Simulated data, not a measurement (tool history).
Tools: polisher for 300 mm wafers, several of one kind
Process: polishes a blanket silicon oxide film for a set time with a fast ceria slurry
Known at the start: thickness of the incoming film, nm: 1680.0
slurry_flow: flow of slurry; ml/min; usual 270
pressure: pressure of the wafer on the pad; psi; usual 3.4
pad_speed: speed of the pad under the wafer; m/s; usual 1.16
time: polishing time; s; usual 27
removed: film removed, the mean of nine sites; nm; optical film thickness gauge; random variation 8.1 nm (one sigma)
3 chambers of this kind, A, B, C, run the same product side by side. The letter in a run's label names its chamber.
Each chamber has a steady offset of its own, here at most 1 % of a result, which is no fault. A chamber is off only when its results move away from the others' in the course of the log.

run,hour,slurry_flow,pressure,pad_speed,time,wafers polished on this pad,hours since the slurry nozzle was cleaned,hours since the head pressure was calibrated,removed
1B,4.5,270,3.4,1.16,27,595,58.1,841.6,691.02
# hour 10.2: chamber C: worn pad replaced by a new one
2C,11.4,270,3.4,1.16,27,23,29.3,536,689.16
# hour 11.6: chamber B: worn pad replaced by a new one
3A,19.6,270,3.4,1.16,27,456,654.9,346,681.61
4A,23.7,270,3.4,1.16,27,531,659,350.1,672.95
5B,29.9,270,3.4,1.16,27,335,83.5,867,690.92
# hour 38.3: chamber A: worn pad replaced by a new one
6C,39.2,270,3.4,0.94,27,532,57.1,563.8,553.73
7C,43.8,270,3.4,0.94,27,616,61.7,568.4,552.89
8B,50.1,270,3.4,0.94,27,705,103.7,887.2,549.63
# hour 52.1: chamber B: worn pad replaced by a new one
9A,55,230,3.4,1.16,27,305,690.3,381.4,662.44
10C,63.7,230,3.4,1.16,27,980,81.6,588.3,686.86
11A,71,230,3.4,1.16,27,598,706.3,397.4,669.15
# hour 73.1: chamber C: worn pad replaced by a new one
# hour 79.4: chamber A: worn pad replaced by a new one
12B,79.4,270,3.4,1.16,27,500,133,916.5,697.21
13A,87,270,3.4,1.16,27,139,722.3,413.4,691.4
14B,91.1,270,3.4,1.16,27,714,144.7,928.2,692.34
# hour 96.5: chamber B: worn pad replaced by a new one
15C,97.4,270,3.4,1.16,27,445,115.3,622,683.28
16C,101.5,270,3.4,1.16,27,520,119.4,626.1,690.33
17B,107.2,270,3.4,1.16,27,196,160.8,944.3,683.7
18A,113.1,270,3.4,1.16,27,616,748.4,439.5,692.14
19A,122.1,270,3.4,1.16,27,781,757.4,448.5,672.82
# hour 125.6: chamber A: worn pad replaced by a new one
# hour 127.3: chamber C: head pressure recalibrated
20C,129.7,270,3.4,1.16,27,1036,147.6,2.5,640.95
# hour 131.2: chamber A: slurry nozzle cleaned
21B,138.5,270,3.4,1.16,27,769,192.1,975.6,691.81
# hour 138.8: chamber C: worn pad replaced by a new one
# hour 142.9: chamber B: worn pad replaced by a new one
22B,146.5,270,3.4,1.16,27,67,200.1,983.6,703.18
23C,151.9,270,3.4,1.16,27,241,169.8,24.7,643.29
24A,158.9,270,3.4,1.16,27,609,27.7,485.3,685.29
# hour 160.4: chamber A: worn pad replaced by a new one
25C,168.4,325,3.8,1.16,27,543,186.3,41.2,735.59
26B,175.3,325,3.8,1.16,27,593,228.9,1012.4,788.65
# hour 180.6: chamber B: worn pad replaced by a new one
27A,181.5,325,3.8,1.16,27,386,50.3,507.9,778.92
28C,186.9,270,3.4,1.16,27,881,204.8,59.7,645.08
29B,191.6,270,3.4,1.16,27,202,245.2,1028.7,681.46
30A,198,270,3.4,1.16,27,688,66.8,524.4,690.67
31B,202.3,270,3.4,1.16,27,397,255.9,1039.4,687.56

All 3 chambers run these settings next. Forecast each chamber's results:
32A,209,270,4.4,1.16,27,,,,?
32B,209,270,4.4,1.16,27,,,,?
32C,209,270,4.4,1.16,27,,,,?

run,removed
32A,885.29
32B,904.49
32C,830.19

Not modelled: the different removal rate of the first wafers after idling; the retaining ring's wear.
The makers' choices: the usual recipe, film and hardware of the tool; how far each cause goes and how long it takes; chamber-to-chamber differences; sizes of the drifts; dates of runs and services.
